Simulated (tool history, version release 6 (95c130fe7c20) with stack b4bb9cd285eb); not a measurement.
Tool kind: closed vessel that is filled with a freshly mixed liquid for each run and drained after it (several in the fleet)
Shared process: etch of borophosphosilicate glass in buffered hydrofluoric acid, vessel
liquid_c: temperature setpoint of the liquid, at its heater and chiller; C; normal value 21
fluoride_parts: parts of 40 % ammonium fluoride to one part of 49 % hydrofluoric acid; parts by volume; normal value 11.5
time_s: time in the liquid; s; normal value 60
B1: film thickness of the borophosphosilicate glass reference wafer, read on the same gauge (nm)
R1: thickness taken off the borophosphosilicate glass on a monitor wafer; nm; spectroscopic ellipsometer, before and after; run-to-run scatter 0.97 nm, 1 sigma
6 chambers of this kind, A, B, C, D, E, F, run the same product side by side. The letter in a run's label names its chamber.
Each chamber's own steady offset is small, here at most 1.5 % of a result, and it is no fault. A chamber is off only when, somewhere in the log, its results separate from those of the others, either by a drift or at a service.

run 1C hour=6.3 | liquid_c=21 fluoride_parts=11.5 time_s=60 | B1=140.02 | R1=151.7
run 2F hour=18.1 | liquid_c=21 fluoride_parts=11.5 time_s=60 | B1=140.01 | R1=154.56
run 3B hour=29.8 | liquid_c=21 fluoride_parts=11.5 time_s=60 | B1=139.99 | R1=151.06
run 4D hour=37.7 | liquid_c=21 fluoride_parts=11.5 time_s=60 | B1=139.99 | R1=152.57
run 5A hour=49.8 | liquid_c=21 fluoride_parts=11.5 time_s=60 | B1=140.03 | R1=153.87
run 6E hour=56.6 | liquid_c=21 fluoride_parts=11.5 time_s=60 | B1=140.01 | R1=155.91
run 7A hour=63.5 | liquid_c=21 fluoride_parts=11.5 time_s=60 | B1=139.98 | R1=151.32
run 8B hour=75 | liquid_c=21 fluoride_parts=11.5 time_s=60 | B1=139.99 | R1=152.42
run 9D hour=81.2 | liquid_c=21 fluoride_parts=8.5 time_s=30 | B1=140 | R1=100.26
run 10C hour=90.2 | liquid_c=21 fluoride_parts=8.5 time_s=30 | B1=140.01 | R1=99.656
run 11F hour=95.8 | liquid_c=21 fluoride_parts=8.5 time_s=30 | B1=140 | R1=99.175
run 12E hour=106.3 | liquid_c=21 fluoride_parts=8.5 time_s=30 | B1=139.98 | R1=100.86
run 13E hour=115.7 | liquid_c=21 fluoride_parts=8.5 time_s=30 | B1=140 | R1=100.44
run 14F hour=121.7 | liquid_c=21 fluoride_parts=8.5 time_s=30 | B1=140.02 | R1=100.07
run 15D hour=128.8 | liquid_c=21 fluoride_parts=11.5 time_s=60 | B1=140.01 | R1=152.51
run 16B hour=141.9 | liquid_c=21 fluoride_parts=11.5 time_s=60 | B1=140 | R1=151.43
run 17C hour=148.7 | liquid_c=21 fluoride_parts=11.5 time_s=60 | B1=140.03 | R1=151
run 18A hour=155.9 | liquid_c=21 fluoride_parts=11.5 time_s=60 | B1=139.99 | R1=152.26
run 19C hour=162.4 | liquid_c=21 fluoride_parts=11.5 time_s=90 | B1=139.99 | R1=228
run 20E hour=168.6 | liquid_c=21 fluoride_parts=11.5 time_s=90 | B1=140.02 | R1=230.41
run 21F hour=176.5 | liquid_c=21 fluoride_parts=11.5 time_s=90 | B1=139.98 | R1=228.77
run 22B hour=189.6 | liquid_c=21 fluoride_parts=11.5 time_s=90 | B1=139.99 | R1=228.65
run 23D hour=198.1 | liquid_c=21 fluoride_parts=11.5 time_s=90 | B1=139.99 | R1=228.72
run 24A hour=209.1 | liquid_c=21 fluoride_parts=11.5 time_s=90 | B1=140.01 | R1=227.84
run 25E hour=217 | liquid_c=21 fluoride_parts=11.5 time_s=60 | B1=139.98 | R1=153.54
run 26A hour=229.7 | liquid_c=21 fluoride_parts=15 time_s=40 | B1=139.99 | R1=77.212
-- hour=232.3 chamber F: thermometer replaced
run 27C hour=238.2 | liquid_c=21 fluoride_parts=15 time_s=40 | B1=140.02 | R1=78.342
run 28D hour=246.7 | liquid_c=21 fluoride_parts=15 time_s=40 | B1=139.99 | R1=78.121
run 29B hour=257 | liquid_c=21 fluoride_parts=15 time_s=40 | B1=140 | R1=78.46
run 30F hour=267.6 | liquid_c=21 fluoride_parts=15 time_s=40 | B1=139.99 | R1=78.924
run 31D hour=275.5 | liquid_c=21 fluoride_parts=15 time_s=40 | B1=140.01 | R1=77.233
run 32F hour=287.7 | liquid_c=21 fluoride_parts=11.5 time_s=60 | B1=140.02 | R1=153.65
run 33C hour=295.2 | liquid_c=17 fluoride_parts=11.5 time_s=60 | B1=139.98 | R1=121.51
run 34E hour=306 | liquid_c=17 fluoride_parts=11.5 time_s=60 | B1=139.99 | R1=122.65
run 35B hour=319 | liquid_c=17 fluoride_parts=11.5 time_s=60 | B1=140.03 | R1=122.32
run 36A hour=329.6 | liquid_c=17 fluoride_parts=11.5 time_s=60 | B1=140.04 | R1=121.77
run 37D hour=336 | liquid_c=17 fluoride_parts=11.5 time_s=60 | B1=139.98 | R1=121.55
run 38C hour=346 | liquid_c=17 fluoride_parts=11.5 time_s=60 | B1=140.01 | R1=122.02

Read the log: is a single chamber off, either drifting away or since a service, is the gauge that measures every chamber drifting, or is nothing wrong beyond small per-chamber offsets? Name any odd chamber and what most likely caused it.

Nothing is wrong: each chamber keeps only its own small, steady offset and the gauge holds still.

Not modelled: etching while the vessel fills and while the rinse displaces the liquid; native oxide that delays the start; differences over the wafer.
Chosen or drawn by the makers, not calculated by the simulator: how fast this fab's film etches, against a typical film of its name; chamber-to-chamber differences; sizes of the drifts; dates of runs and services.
